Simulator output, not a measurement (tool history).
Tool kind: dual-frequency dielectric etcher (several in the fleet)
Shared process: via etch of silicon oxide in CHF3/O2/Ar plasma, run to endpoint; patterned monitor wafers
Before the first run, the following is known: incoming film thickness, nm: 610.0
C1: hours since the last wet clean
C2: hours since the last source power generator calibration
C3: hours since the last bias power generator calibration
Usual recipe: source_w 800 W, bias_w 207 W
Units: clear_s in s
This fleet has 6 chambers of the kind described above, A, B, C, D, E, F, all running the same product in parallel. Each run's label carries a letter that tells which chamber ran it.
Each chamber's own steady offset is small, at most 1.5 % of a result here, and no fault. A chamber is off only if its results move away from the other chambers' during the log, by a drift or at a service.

run 1D day=0.438 | source_w=800 bias_w=207 | C1=300.1 C2=443.3 C3=2702.2 | clear_s=262.17
run 2C day=0.733 | source_w=800 bias_w=207 | C1=109.5 C2=975.8 C3=259.5 | clear_s=262.57
run 3B day=1.179 | source_w=800 bias_w=207 | C1=141.6 C2=1628.9 C3=1192.8 | clear_s=262.44
run 4A day=1.454 | source_w=800 bias_w=207 | C1=372.4 C2=1363.3 C3=1736.7 | clear_s=264.4
run 5F day=1.758 | source_w=800 bias_w=207 | C1=220.4 C2=2160.7 C3=3620.1 | clear_s=267.89
run 6E day=2.075 | source_w=800 bias_w=207 | C1=199.3 C2=185.8 C3=2716.1 | clear_s=261.69
run 7E day=2.525 | source_w=800 bias_w=207 | C1=210.1 C2=196.6 C3=2726.9 | clear_s=261.81
run 8C day=2.738 | source_w=870 bias_w=161 | C1=157.6 C2=1023.9 C3=307.6 | clear_s=276.41
run 9F day=2.962 | source_w=870 bias_w=161 | C1=249.3 C2=2189.6 C3=3649 | clear_s=280.55
-- day=3.158 chamber A: wet clean of the chamber
run 10B day=3.421 | source_w=870 bias_w=161 | C1=195.4 C2=1682.7 C3=1246.6 | clear_s=276.99
run 11D day=3.65 | source_w=870 bias_w=161 | C1=377.2 C2=520.4 C3=2779.3 | clear_s=277.32
run 12A day=4.038 | source_w=870 bias_w=161 | C1=21.2 C2=1425.3 C3=1798.7 | clear_s=278.04
run 13E day=4.333 | source_w=870 bias_w=161 | C1=253.5 C2=240 C3=2770.3 | clear_s=277.45
run 14C day=4.696 | source_w=800 bias_w=207 | C1=204.6 C2=1070.9 C3=354.6 | clear_s=263.5
-- day=5.046 chamber F: bias power generator calibrated
run 15D day=5.15 | source_w=800 bias_w=207 | C1=413.2 C2=556.4 C3=2815.3 | clear_s=263.61
run 16A day=5.629 | source_w=930 bias_w=252 | C1=59.4 C2=1463.5 C3=1836.9 | clear_s=232.68
run 17F day=5.967 | source_w=930 bias_w=252 | C1=321.4 C2=2261.7 C3=22.1 | clear_s=236.01
run 18B day=6.383 | source_w=930 bias_w=252 | C1=266.5 C2=1753.8 C3=1317.7 | clear_s=232.12
run 19B day=6.658 | source_w=930 bias_w=252 | C1=273.1 C2=1760.4 C3=1324.3 | clear_s=232.51
run 20F day=7.058 | source_w=930 bias_w=252 | C1=347.6 C2=2287.9 C3=48.3 | clear_s=236.75
run 21C day=7.496 | source_w=930 bias_w=252 | C1=271.8 C2=1138.1 C3=421.8 | clear_s=232.21
run 22A day=7.967 | source_w=800 bias_w=207 | C1=115.5 C2=1519.6 C3=1893 | clear_s=265.07
run 23E day=8.254 | source_w=800 bias_w=207 | C1=347.6 C2=334.1 C3=2864.4 | clear_s=261.98
run 24D day=8.742 | source_w=910 bias_w=244 | C1=499.4 C2=642.6 C3=2901.5 | clear_s=237.28
run 25E day=9.042 | source_w=910 bias_w=244 | C1=366.5 C2=353 C3=2883.3 | clear_s=236.36
run 26B day=9.329 | source_w=910 bias_w=244 | C1=337.2 C2=1824.5 C3=1388.4 | clear_s=236.26
run 27C day=9.758 | source_w=910 bias_w=244 | C1=326.1 C2=1192.4 C3=476.1 | clear_s=236.28
run 28D day=10.246 | source_w=910 bias_w=244 | C1=535.5 C2=678.7 C3=2937.6 | clear_s=236.43
-- day=10.671 chamber F: wet clean of the chamber
run 29F day=10.712 | source_w=910 bias_w=244 | C1=1 C2=2375.6 C3=136 | clear_s=240.38
run 30A day=11.129 | source_w=800 bias_w=207 | C1=191.4 C2=1595.5 C3=1968.9 | clear_s=264.27
run 31C day=11.396 | source_w=800 bias_w=207 | C1=365.4 C2=1231.7 C3=515.4 | clear_s=263.57
run 32D day=11.842 | source_w=800 bias_w=207 | C1=573.8 C2=717 C3=2975.9 | clear_s=263.15
run 33B day=12.262 | source_w=800 bias_w=207 | C1=407.6 C2=1894.9 C3=1458.8 | clear_s=263.41
run 34F day=12.538 | source_w=900 bias_w=207 | C1=44.8 C2=2419.4 C3=179.8 | clear_s=254.07
-- day=12.775 chamber D: wet clean of the chamber
run 35A day=12.812 | source_w=900 bias_w=207 | C1=231.8 C2=1635.9 C3=2009.3 | clear_s=252.34
run 36E day=13.171 | source_w=900 bias_w=207 | C1=465.6 C2=452.1 C3=2982.4 | clear_s=249.95
run 37A day=13.608 | source_w=900 bias_w=207 | C1=250.9 C2=1655 C3=2028.4 | clear_s=251.99
run 38B day=13.962 | source_w=900 bias_w=207 | C1=448.4 C2=1935.7 C3=1499.6 | clear_s=251.86
-- day=14.05 chamber C: wet clean of the chamber
run 39F day=14.271 | source_w=900 bias_w=207 | C1=86.4 C2=2461 C3=221.4 | clear_s=256.01
run 40D day=14.554 | source_w=800 bias_w=236 | C1=42.8 C2=782.1 C3=3041 | clear_s=254.1
run 41C day=14.767 | source_w=800 bias_w=236 | C1=17.3 C2=1312.6 C3=596.3 | clear_s=252.89
run 42E day=15.121 | source_w=800 bias_w=236 | C1=512.4 C2=498.9 C3=3029.2 | clear_s=250.2
run 43F day=15.567 | source_w=800 bias_w=236 | C1=117.5 C2=2492.1 C3=252.5 | clear_s=254.65
run 44E day=15.792 | source_w=800 bias_w=236 | C1=528.5 C2=515 C3=3045.3 | clear_s=253.09

One chamber off, gauge drift, or nothing amiss beyond the chambers' own small offsets? If it is a chamber, which one, and what is the likeliest cause?

All chambers stay in line apart from their small fixed offsets, and the gauge does not drift.
